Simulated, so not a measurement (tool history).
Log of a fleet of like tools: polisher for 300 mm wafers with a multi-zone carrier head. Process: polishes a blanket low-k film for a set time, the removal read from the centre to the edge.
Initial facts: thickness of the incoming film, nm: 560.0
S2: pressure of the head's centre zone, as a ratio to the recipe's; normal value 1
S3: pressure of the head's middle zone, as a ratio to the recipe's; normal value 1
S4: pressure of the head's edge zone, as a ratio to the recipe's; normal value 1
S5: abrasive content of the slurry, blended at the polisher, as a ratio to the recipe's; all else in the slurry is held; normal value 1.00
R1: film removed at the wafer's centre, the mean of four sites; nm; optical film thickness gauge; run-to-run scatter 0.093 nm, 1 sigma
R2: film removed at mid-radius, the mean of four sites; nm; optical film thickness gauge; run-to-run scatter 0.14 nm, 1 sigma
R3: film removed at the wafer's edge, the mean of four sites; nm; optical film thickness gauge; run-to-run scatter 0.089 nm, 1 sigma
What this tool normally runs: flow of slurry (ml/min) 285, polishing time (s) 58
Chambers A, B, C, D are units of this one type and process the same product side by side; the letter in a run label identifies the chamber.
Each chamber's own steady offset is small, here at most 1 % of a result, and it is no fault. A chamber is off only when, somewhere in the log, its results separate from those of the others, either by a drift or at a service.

{"run": "1D", "hour": 2.8, "flow of slurry (ml/min)": 285, "S2": 1, "S3": 1, "S4": 1, "S5": 1.0, "polishing time (s)": 58, "R1": 11.758, "R2": 11.763, "R3": 11.659}
{"run": "2C", "hour": 6.6, "flow of slurry (ml/min)": 285, "S2": 1, "S3": 1, "S4": 1, "S5": 1.0, "polishing time (s)": 58, "R1": 11.811, "R2": 11.708, "R3": 11.778}
{"run": "3A", "hour": 10.9, "flow of slurry (ml/min)": 285, "S2": 1, "S3": 1, "S4": 1, "S5": 1.0, "polishing time (s)": 58, "R1": 11.68, "R2": 11.607, "R3": 11.671}
{"run": "4B", "hour": 13.7, "flow of slurry (ml/min)": 285, "S2": 1, "S3": 1, "S4": 1, "S5": 1.0, "polishing time (s)": 58, "R1": 11.592, "R2": 11.704, "R3": 11.807}
{"run": "5B", "hour": 17.5, "flow of slurry (ml/min)": 285, "S2": 1, "S3": 1, "S4": 1, "S5": 1.0, "polishing time (s)": 58, "R1": 11.79, "R2": 11.851, "R3": 11.757}
{"run": "6C", "hour": 20.5, "flow of slurry (ml/min)": 285, "S2": 1, "S3": 1, "S4": 1, "S5": 1.0, "polishing time (s)": 58, "R1": 11.551, "R2": 11.694, "R3": 11.686}
{"run": "7D", "hour": 24.7, "flow of slurry (ml/min)": 285, "S2": 1, "S3": 1, "S4": 1, "S5": 1.0, "polishing time (s)": 58, "R1": 11.737, "R2": 11.819, "R3": 11.706}
{"run": "8A", "hour": 28.4, "flow of slurry (ml/min)": 285, "S2": 1, "S3": 1, "S4": 1, "S5": 1.15, "polishing time (s)": 44, "R1": 9.1929, "R2": 9.4039, "R3": 9.4473}
{"run": "9A", "hour": 31.7, "flow of slurry (ml/min)": 285, "S2": 1, "S3": 1, "S4": 1, "S5": 1.15, "polishing time (s)": 44, "R1": 9.2339, "R2": 9.3652, "R3": 9.3341}
{"run": "10D", "hour": 35.2, "flow of slurry (ml/min)": 285, "S2": 1, "S3": 1, "S4": 1, "S5": 1.15, "polishing time (s)": 44, "R1": 9.6092, "R2": 9.5204, "R3": 9.4152}
{"run": "11C", "hour": 37.5, "flow of slurry (ml/min)": 285, "S2": 1, "S3": 1, "S4": 1, "S5": 1.15, "polishing time (s)": 44, "R1": 9.6256, "R2": 9.328, "R3": 9.4802}
{"run": "12B", "hour": 39.3, "flow of slurry (ml/min)": 285, "S2": 1, "S3": 1, "S4": 1, "S5": 1.0, "polishing time (s)": 58, "R1": 11.335, "R2": 11.503, "R3": 11.285}
{"run": "13A", "hour": 42.3, "flow of slurry (ml/min)": 285, "S2": 1, "S3": 1, "S4": 1, "S5": 1.0, "polishing time (s)": 58, "R1": 11.74, "R2": 11.637, "R3": 11.69}
{"run": "14D", "hour": 44.3, "flow of slurry (ml/min)": 285, "S2": 1, "S3": 1, "S4": 1, "S5": 1.0, "polishing time (s)": 58, "R1": 11.576, "R2": 12.068, "R3": 11.81}
{"hour": 46.9, "done": "chamber D: worn pad replaced by a new one"}
{"run": "15C", "hour": 48.2, "flow of slurry (ml/min)": 285, "S2": 1, "S3": 1, "S4": 1, "S5": 1.0, "polishing time (s)": 58, "R1": 11.783, "R2": 11.786, "R3": 11.678}
{"hour": 51.0, "done": "chamber A: worn pad replaced by a new one"}
{"run": "16B", "hour": 51.2, "flow of slurry (ml/min)": 285, "S2": 1, "S3": 1, "S4": 1, "S5": 1.0, "polishing time (s)": 58, "R1": 11.134, "R2": 11.249, "R3": 11.16}
{"run": "17D", "hour": 53.6, "flow of slurry (ml/min)": 285, "S2": 1, "S3": 1, "S4": 1, "S5": 1.0, "polishing time (s)": 58, "R1": 11.732, "R2": 11.896, "R3": 11.713}
{"run": "18C", "hour": 57.6, "flow of slurry (ml/min)": 285, "S2": 1, "S3": 1, "S4": 1, "S5": 1.0, "polishing time (s)": 58, "R1": 12.034, "R2": 11.433, "R3": 11.7}
{"hour": 59.8, "done": "chamber C: worn pad replaced by a new one"}
{"run": "19A", "hour": 61.8, "flow of slurry (ml/min)": 255, "S2": 1, "S3": 1, "S4": 1, "S5": 1.15, "polishing time (s)": 58, "R1": 12.155, "R2": 12.761, "R3": 12.368}
{"run": "20B", "hour": 65.2, "flow of slurry (ml/min)": 255, "S2": 1, "S3": 1, "S4": 1, "S5": 1.15, "polishing time (s)": 58, "R1": 11.462, "R2": 11.484, "R3": 11.304}
{"run": "21A", "hour": 67.7, "flow of slurry (ml/min)": 255, "S2": 1, "S3": 1, "S4": 1, "S5": 1.15, "polishing time (s)": 58, "R1": 12.283, "R2": 12.429, "R3": 12.185}
{"run": "22C", "hour": 70.5, "flow of slurry (ml/min)": 255, "S2": 1, "S3": 1, "S4": 1, "S5": 1.15, "polishing time (s)": 58, "R1": 12.434, "R2": 12.161, "R3": 12.21}
{"run": "23D", "hour": 74.3, "flow of slurry (ml/min)": 285, "S2": 1, "S3": 1, "S4": 1, "S5": 1.0, "polishing time (s)": 58, "R1": 11.683, "R2": 11.695, "R3": 11.774}
{"run": "24B", "hour": 76.5, "flow of slurry (ml/min)": 285, "S2": 1, "S3": 1, "S4": 1, "S5": 1.0, "polishing time (s)": 58, "R1": 10.627, "R2": 10.661, "R3": 10.63}
{"run": "25A", "hour": 79.6, "flow of slurry (ml/min)": 285, "S2": 1, "S3": 1, "S4": 1, "S5": 1.0, "polishing time (s)": 58, "R1": 11.676, "R2": 11.48, "R3": 11.761}

Which is it: a chamber that has drifted or been left off by a service, a gauge drift common to all chambers, or only each chamber's usual small offset? If a chamber is off, name it and its likeliest cause.

Little by little, chamber B moves away from the other chambers.
Cause: removal rate lost through wear of the pad, % = 10.8.

Below are 4 candidate recipes for chamber B's next run, each the usual settings with a change, their results shown as question marks. Which of them brings B's results back in line with what the other chambers give on the usual settings?
Counts as in line when no further than this from what the other chambers average on the usual settings: R1 0.3300 nm; R2 0.5000 nm; R3 0.3100 nm
{"run": "26B-1", "hour": 82.7, "flow of slurry (ml/min)": 290, "S2": 1.02, "S3": 1.0, "S4": 1.01, "S5": 1.05, "polishing time (s)": 70, "R1": "?", "R2": "?", "R3": "?"}
{"run": "26B-2", "hour": 82.7, "flow of slurry (ml/min)": 285, "S2": 1.01, "S3": 0.99, "S4": 1.01, "S5": 1.05, "polishing time (s)": 63, "R1": "?", "R2": "?", "R3": "?"}
{"run": "26B-3", "hour": 82.7, "flow of slurry (ml/min)": 285, "S2": 1.0, "S3": 1.01, "S4": 0.99, "S5": 0.95, "polishing time (s)": 53, "R1": "?", "R2": "?", "R3": "?"}
{"run": "26B-4", "hour": 82.7, "flow of slurry (ml/min)": 280, "S2": 0.99, "S3": 1.01, "S4": 0.99, "S5": 0.95, "polishing time (s)": 48, "R1": "?", "R2": "?", "R3": "?"}

Usual-settings mean across the other chambers: R1 11.7400 nm; R2 11.7230 nm; R3 11.7130 nm
run=26B-1 R1=13.1540 R2=13.1250 R3=12.9700
run=26B-2 R1=11.6870 R2=11.6830 R3=11.6590
run=26B-3 R1=9.2808 R2=9.5558 R3=9.2597
run=26B-4 R1=8.2953 R2=8.6388 R3=8.3744
26B-2 brings the chamber back in line.

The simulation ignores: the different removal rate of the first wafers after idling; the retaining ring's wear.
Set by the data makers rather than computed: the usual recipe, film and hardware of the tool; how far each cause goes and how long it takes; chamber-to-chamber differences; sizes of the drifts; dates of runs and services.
